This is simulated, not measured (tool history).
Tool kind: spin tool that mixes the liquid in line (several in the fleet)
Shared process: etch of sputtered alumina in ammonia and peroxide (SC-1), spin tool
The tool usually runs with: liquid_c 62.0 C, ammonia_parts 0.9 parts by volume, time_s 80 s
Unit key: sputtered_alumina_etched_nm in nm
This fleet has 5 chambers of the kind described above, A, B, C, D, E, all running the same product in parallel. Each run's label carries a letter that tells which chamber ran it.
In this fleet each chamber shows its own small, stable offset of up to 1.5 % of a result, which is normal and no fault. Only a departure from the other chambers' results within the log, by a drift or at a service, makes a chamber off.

run,hour,liquid_c,ammonia_parts,time_s,hours since the thermometer was replaced,hours since the ammonia flow meter was replaced,hours since the heated supply line was repaired,hours since the drum of ammonia solution was connected,"read-back film thickness of the sputtered alumina reference wafer, read on the same gauge (nm)",sputtered_alumina_etched_nm
# hour 10.2: chamber D: ammonia flow meter replaced
1C,12.5,62.0,0.9,80,559.3,1236.5,948.9,214.9,89.991,7.6328
2D,19.9,62.0,0.9,80,427.4,9.8,438.8,552.6,90.002,7.6471
3B,25.8,62.0,0.9,80,1524.7,503.3,1429.2,171.8,89.974,7.6223
4A,37.3,62.0,0.9,80,597.7,408.8,1926.7,148.3,90.008,7.5745
5E,46.1,62.0,0.9,80,681.9,1864.2,231.4,592.4,90.012,7.5441
# hour 46.2: chamber C: heated supply line repaired
6B,52.3,62.0,1.1,110,1551.2,529.8,1455.7,198.3,90.016,10.6920
7E,63.8,62.0,1.1,110,699.6,1881.9,249.1,610.1,90.014,10.5450
8D,71.4,62.0,1.1,110,478.9,61.3,490.3,604.1,90.023,10.6280
9C,79.1,62.0,1.1,110,625.9,1303.1,32.9,281.5,89.974,10.6430
10A,89.3,62.0,1.1,110,649.7,460.8,1978.7,200.3,89.987,10.6540
11D,95.1,62.0,1.1,80,502.6,85.0,514.0,627.8,90.006,7.7446
# hour 101.3: chamber B: new drum of ammonia solution connected
12E,104.2,62.0,1.1,80,740.0,1922.3,289.5,650.5,90.007,7.5445
13C,116.6,62.0,1.1,80,663.4,1340.6,70.4,319.0,89.999,7.7066
14A,125.1,62.0,1.1,80,685.5,496.6,2014.5,236.1,89.976,7.7004
15B,134.2,62.0,1.1,80,1633.1,611.7,1537.6,33.0,90.003,7.7690
16D,144.0,55.5,0.9,80,551.5,133.9,562.9,676.7,89.983,5.4400
17E,153.0,55.5,0.9,80,788.8,1971.1,338.3,699.3,90.020,5.2675
18B,161.4,55.5,0.9,80,1660.3,638.9,1564.8,60.2,89.993,5.5119
19C,173.7,55.5,0.9,80,720.5,1397.7,127.5,376.1,90.003,5.4532
20A,184.6,55.5,0.9,80,745.0,556.1,2074.0,295.6,90.019,5.3987
21E,194.2,62.0,0.9,80,830.0,2012.3,379.5,740.5,89.999,7.3819
22B,201.9,62.0,0.9,80,1700.8,679.4,1605.3,100.7,90.015,7.6744
23D,212.5,62.0,0.9,80,620.0,202.4,631.4,745.2,89.993,7.6234
24A,221.3,62.0,0.9,80,781.7,592.8,2110.7,332.3,90.016,7.5582
25C,231.3,62.0,0.9,80,778.1,1455.3,185.1,433.7,90.000,7.6455
26E,238.2,62.0,0.9,80,874.0,2056.3,423.5,784.5,90.003,7.2649
27D,247.5,62.0,0.9,80,655.0,237.4,666.4,780.2,89.998,7.5925
28B,253.7,62.0,0.9,80,1752.6,731.2,1657.1,152.5,89.985,7.6219
29A,262.3,58.5,0.9,110,822.7,633.8,2151.7,373.3,90.006,8.7327
30C,272.5,58.5,0.9,110,819.3,1496.5,226.3,474.9,90.011,8.7625

All chambers now run identical settings, listed one chamber a line with results as question marks. What results will each chamber show?
31A,282.1,62.0,0.9,80,,,,,,?
31B,282.1,62.0,0.9,80,,,,,,?
31C,282.1,62.0,0.9,80,,,,,,?
31D,282.1,62.0,0.9,80,,,,,,?
31E,282.1,62.0,0.9,80,,,,,,?

run,sputtered_alumina_etched_nm
31A,7.5791
31B,7.6740
31C,7.6289
31D,7.5289
31E,7.2185
